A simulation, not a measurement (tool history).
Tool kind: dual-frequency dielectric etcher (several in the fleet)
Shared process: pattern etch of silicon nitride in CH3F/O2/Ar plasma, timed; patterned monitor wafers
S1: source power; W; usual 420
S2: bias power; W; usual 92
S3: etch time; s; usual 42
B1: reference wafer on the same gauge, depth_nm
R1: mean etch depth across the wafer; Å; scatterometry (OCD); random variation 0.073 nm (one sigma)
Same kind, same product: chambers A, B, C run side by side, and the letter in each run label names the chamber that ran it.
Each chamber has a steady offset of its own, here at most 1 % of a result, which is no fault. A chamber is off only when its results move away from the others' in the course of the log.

{"run": "1C", "hour": 7.4, "S1": 420, "S2": 92, "S3": 42, "B1": 35.421, "R1": 324.24}
{"run": "2A", "hour": 15.1, "S1": 420, "S2": 92, "S3": 42, "B1": 35.406, "R1": 326.05}
{"run": "3B", "hour": 20.3, "S1": 420, "S2": 92, "S3": 42, "B1": 35.414, "R1": 325.6}
{"run": "4B", "hour": 29.0, "S1": 420, "S2": 92, "S3": 42, "B1": 35.392, "R1": 324.41}
{"run": "5C", "hour": 33.1, "S1": 420, "S2": 92, "S3": 42, "B1": 35.414, "R1": 325.65}
{"run": "6A", "hour": 41.0, "S1": 420, "S2": 92, "S3": 42, "B1": 35.398, "R1": 326.85}
{"run": "7B", "hour": 48.1, "S1": 420, "S2": 92, "S3": 42, "B1": 35.396, "R1": 324.85}
{"run": "8A", "hour": 54.1, "S1": 420, "S2": 92, "S3": 42, "B1": 35.407, "R1": 327.26}
{"run": "9C", "hour": 58.1, "S1": 420, "S2": 92, "S3": 42, "B1": 35.403, "R1": 324.31}
{"run": "10B", "hour": 65.4, "S1": 420, "S2": 92, "S3": 42, "B1": 35.41, "R1": 324.77}
{"run": "11A", "hour": 71.6, "S1": 420, "S2": 74, "S3": 42, "B1": 35.397, "R1": 303.82}
{"run": "12C", "hour": 77.1, "S1": 420, "S2": 74, "S3": 42, "B1": 35.402, "R1": 300.7}
{"run": "13B", "hour": 84.0, "S1": 420, "S2": 74, "S3": 42, "B1": 35.384, "R1": 298.85}
{"run": "14A", "hour": 92.5, "S1": 420, "S2": 92, "S3": 42, "B1": 35.398, "R1": 326.89}
{"run": "15C", "hour": 100.0, "S1": 420, "S2": 92, "S3": 36.5, "B1": 35.406, "R1": 281.36}
{"run": "16C", "hour": 104.7, "S1": 420, "S2": 92, "S3": 36.5, "B1": 35.386, "R1": 282.48}
{"run": "17A", "hour": 112.1, "S1": 420, "S2": 92, "S3": 36.5, "B1": 35.412, "R1": 284.35}
{"run": "18B", "hour": 117.8, "S1": 420, "S2": 92, "S3": 42, "B1": 35.382, "R1": 324.54}
{"run": "19C", "hour": 124.5, "S1": 420, "S2": 92, "S3": 42, "B1": 35.404, "R1": 325.33}
{"run": "20B", "hour": 129.7, "S1": 420, "S2": 92, "S3": 42, "B1": 35.403, "R1": 323.84}
{"run": "21A", "hour": 137.1, "S1": 420, "S2": 92, "S3": 42, "B1": 35.403, "R1": 328.72}
{"run": "22A", "hour": 141.5, "S1": 420, "S2": 75, "S3": 42, "B1": 35.402, "R1": 304.3}
{"run": "23B", "hour": 149.8, "S1": 420, "S2": 75, "S3": 42, "B1": 35.393, "R1": 301.67}
{"run": "24C", "hour": 158.9, "S1": 420, "S2": 75, "S3": 42, "B1": 35.4, "R1": 302.14}
{"run": "25C", "hour": 167.8, "S1": 420, "S2": 92, "S3": 42, "B1": 35.408, "R1": 324.42}
{"run": "26B", "hour": 174.6, "S1": 420, "S2": 101, "S3": 42, "B1": 35.399, "R1": 333.68}
{"run": "27A", "hour": 179.2, "S1": 420, "S2": 101, "S3": 42, "B1": 35.408, "R1": 339.16}
{"run": "28A", "hour": 183.2, "S1": 420, "S2": 101, "S3": 42, "B1": 35.413, "R1": 339.11}
{"run": "29B", "hour": 190.0, "S1": 420, "S2": 92, "S3": 34, "B1": 35.387, "R1": 263.51}
{"run": "30C", "hour": 197.0, "S1": 420, "S2": 92, "S3": 34, "B1": 35.404, "R1": 262.41}
{"run": "31A", "hour": 205.7, "S1": 420, "S2": 92, "S3": 34, "B1": 35.406, "R1": 265.86}
{"run": "32C", "hour": 210.0, "S1": 420, "S2": 92, "S3": 42, "B1": 35.425, "R1": 324.07}
{"run": "33B", "hour": 217.4, "S1": 420, "S2": 92, "S3": 42, "B1": 35.414, "R1": 325.38}
{"run": "34C", "hour": 222.7, "S1": 420, "S2": 92, "S3": 42, "B1": 35.385, "R1": 324.13}
{"run": "35B", "hour": 229.7, "S1": 420, "S2": 92, "S3": 42, "B1": 35.407, "R1": 324.73}
{"run": "36A", "hour": 234.0, "S1": 420, "S2": 103, "S3": 42, "B1": 35.409, "R1": 341.12}
{"run": "37A", "hour": 238.5, "S1": 420, "S2": 103, "S3": 42, "B1": 35.392, "R1": 340.87}
{"run": "38B", "hour": 244.1, "S1": 420, "S2": 103, "S3": 42, "B1": 35.405, "R1": 338.17}
{"hour": 246.6, "done": "chamber B: wet clean of the chamber"}
{"run": "39C", "hour": 252.4, "S1": 420, "S2": 92, "S3": 42, "B1": 35.413, "R1": 323.16}
{"run": "40C", "hour": 257.9, "S1": 420, "S2": 92, "S3": 42, "B1": 35.389, "R1": 324.4}
{"run": "41B", "hour": 263.8, "S1": 420, "S2": 92, "S3": 42, "B1": 35.396, "R1": 323.92}

Next, every chamber runs the same settings. What will each give?
{"run": "42A", "hour": 270.3, "S1": 420, "S2": 100, "S3": 42, "R1": "?"}
{"run": "42B", "hour": 270.3, "S1": 420, "S2": 100, "S3": 42, "R1": "?"}
{"run": "42C", "hour": 270.3, "S1": 420, "S2": 100, "S3": 42, "R1": "?"}

run=42A R1=337.43
run=42B R1=334.6
run=42C R1=335.12
